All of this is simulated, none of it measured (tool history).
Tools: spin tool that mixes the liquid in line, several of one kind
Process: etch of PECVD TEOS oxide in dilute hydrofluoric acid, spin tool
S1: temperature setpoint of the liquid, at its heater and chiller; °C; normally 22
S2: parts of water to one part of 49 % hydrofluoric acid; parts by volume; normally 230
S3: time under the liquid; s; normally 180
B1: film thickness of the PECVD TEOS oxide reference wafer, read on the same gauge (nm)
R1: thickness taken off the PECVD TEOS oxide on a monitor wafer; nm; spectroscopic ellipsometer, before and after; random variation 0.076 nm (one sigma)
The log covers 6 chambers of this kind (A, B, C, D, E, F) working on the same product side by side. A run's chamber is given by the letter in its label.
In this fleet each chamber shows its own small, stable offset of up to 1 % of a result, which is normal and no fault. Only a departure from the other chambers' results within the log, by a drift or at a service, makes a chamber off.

{"run": "1F", "hour": 5.0, "S1": 22, "S2": 230, "S3": 180, "B1": 140.03, "R1": 10.048}
{"run": "2A", "hour": 9.6, "S1": 22, "S2": 230, "S3": 180, "B1": 139.96, "R1": 9.9851}
{"run": "3E", "hour": 14.9, "S1": 22, "S2": 230, "S3": 180, "B1": 140, "R1": 10.028}
{"run": "4B", "hour": 18.0, "S1": 22, "S2": 230, "S3": 180, "B1": 139.98, "R1": 9.9078}
{"run": "5D", "hour": 21.9, "S1": 22, "S2": 230, "S3": 180, "B1": 139.99, "R1": 10.002}
{"run": "6C", "hour": 24.5, "S1": 22, "S2": 230, "S3": 180, "B1": 139.99, "R1": 9.9866}
{"run": "7A", "hour": 27.8, "S1": 22, "S2": 340, "S3": 180, "B1": 139.98, "R1": 6.0303}
{"run": "8B", "hour": 33.3, "S1": 22, "S2": 340, "S3": 180, "B1": 139.98, "R1": 6.1329}
{"run": "9C", "hour": 38.5, "S1": 22, "S2": 340, "S3": 180, "B1": 139.97, "R1": 6.0786}
{"run": "10F", "hour": 44.4, "S1": 22, "S2": 340, "S3": 180, "B1": 140.02, "R1": 6.1086}
{"run": "11D", "hour": 49.3, "S1": 22, "S2": 340, "S3": 180, "B1": 139.97, "R1": 6.0117}
{"run": "12E", "hour": 52.3, "S1": 22, "S2": 340, "S3": 180, "B1": 140, "R1": 5.9956}
{"run": "13B", "hour": 56.9, "S1": 22, "S2": 230, "S3": 180, "B1": 140.02, "R1": 10.101}
{"run": "14C", "hour": 61.9, "S1": 22, "S2": 230, "S3": 270, "B1": 139.96, "R1": 14.673}
{"run": "15A", "hour": 65.3, "S1": 22, "S2": 230, "S3": 270, "B1": 140.01, "R1": 14.794}
{"hour": 66.7, "done": "chamber A: hydrofluoric acid flow meter replaced"}
{"run": "16E", "hour": 68.7, "S1": 22, "S2": 230, "S3": 270, "B1": 140.02, "R1": 14.846}
{"run": "17F", "hour": 74.6, "S1": 22, "S2": 230, "S3": 270, "B1": 140.01, "R1": 15.008}
{"run": "18D", "hour": 78.1, "S1": 22, "S2": 230, "S3": 270, "B1": 140, "R1": 14.789}
{"run": "19D", "hour": 83.9, "S1": 22, "S2": 230, "S3": 270, "B1": 140.02, "R1": 14.816}
{"run": "20B", "hour": 89.8, "S1": 22, "S2": 230, "S3": 180, "B1": 139.98, "R1": 10.096}
{"run": "21C", "hour": 94.6, "S1": 22, "S2": 230, "S3": 180, "B1": 140.01, "R1": 9.798}
{"run": "22A", "hour": 97.8, "S1": 22, "S2": 230, "S3": 180, "B1": 140, "R1": 9.8883}
{"run": "23E", "hour": 103.0, "S1": 22, "S2": 230, "S3": 180, "B1": 139.97, "R1": 9.5848}
{"run": "24F", "hour": 106.1, "S1": 22, "S2": 230, "S3": 180, "B1": 140.04, "R1": 10.038}
{"run": "25B", "hour": 110.7, "S1": 22, "S2": 175, "S3": 145, "B1": 139.99, "R1": 11.218}
{"run": "26C", "hour": 114.0, "S1": 22, "S2": 175, "S3": 145, "B1": 139.99, "R1": 11.232}
{"hour": 117.9, "done": "chamber F: hydrofluoric acid flow meter replaced"}
{"run": "27F", "hour": 119.6, "S1": 22, "S2": 175, "S3": 145, "B1": 140, "R1": 11.175}
{"run": "28D", "hour": 125.5, "S1": 22, "S2": 175, "S3": 145, "B1": 139.99, "R1": 11.094}
{"run": "29A", "hour": 128.4, "S1": 22, "S2": 175, "S3": 145, "B1": 140.02, "R1": 11.25}
{"run": "30E", "hour": 132.8, "S1": 22, "S2": 175, "S3": 145, "B1": 139.98, "R1": 10.493}
{"run": "31F", "hour": 137.0, "S1": 22, "S2": 230, "S3": 180, "B1": 139.96, "R1": 10.047}
{"run": "32A", "hour": 141.6, "S1": 22, "S2": 230, "S3": 180, "B1": 140.02, "R1": 9.93}
{"run": "33C", "hour": 146.7, "S1": 17, "S2": 230, "S3": 180, "B1": 139.99, "R1": 8.2386}
{"run": "34B", "hour": 152.2, "S1": 17, "S2": 230, "S3": 180, "B1": 140, "R1": 8.2394}
{"run": "35D", "hour": 155.2, "S1": 17, "S2": 230, "S3": 180, "B1": 140, "R1": 8.1088}
{"run": "36E", "hour": 157.9, "S1": 17, "S2": 230, "S3": 180, "B1": 140.02, "R1": 7.6387}
{"run": "37D", "hour": 161.4, "S1": 17, "S2": 230, "S3": 180, "B1": 140.02, "R1": 8.2285}
{"run": "38A", "hour": 167.4, "S1": 17, "S2": 230, "S3": 180, "B1": 139.97, "R1": 8.1807}
{"run": "39E", "hour": 171.5, "S1": 22, "S2": 230, "S3": 180, "B1": 139.99, "R1": 8.8879}

One chamber off, gauge drift, or nothing amiss beyond the chambers' own small offsets? If it is a chamber, which one, and what is the likeliest cause?

Little by little, chamber E moves away from the other chambers.
What lies behind it: hydrofluoric acid flow below the setpoint (%) = 8.57.
The log might look much the same if the cause were instead: liquid colder than its thermometer reads (K).

Below are 4 candidate recipes for chamber E's next run, each the usual settings with a change, their results shown as question marks. Which of them brings E's results back in line with what the other chambers give on the usual settings?
In-line tolerance around the mean of the other chambers on the usual settings: R1 0.27 nm
{"run": "40E-1", "hour": 175.9, "S1": 22, "S2": 250, "S3": 180, "R1": "?"}
{"run": "40E-2", "hour": 175.9, "S1": 22, "S2": 230, "S3": 170, "R1": "?"}
{"run": "40E-3", "hour": 175.9, "S1": 22, "S2": 220, "S3": 190, "R1": "?"}
{"run": "40E-4", "hour": 175.9, "S1": 22, "S2": 225, "S3": 185, "R1": "?"}

The mean the other chambers reach with the usual settings: R1 9.9602 nm
run=40E-1 R1=8.1117
run=40E-2 R1=8.4949
run=40E-3 R1=10.026
run=40E-4 R1=9.4977
The right change is 40E-3: it brings the chamber back within the allowed miss of the others.
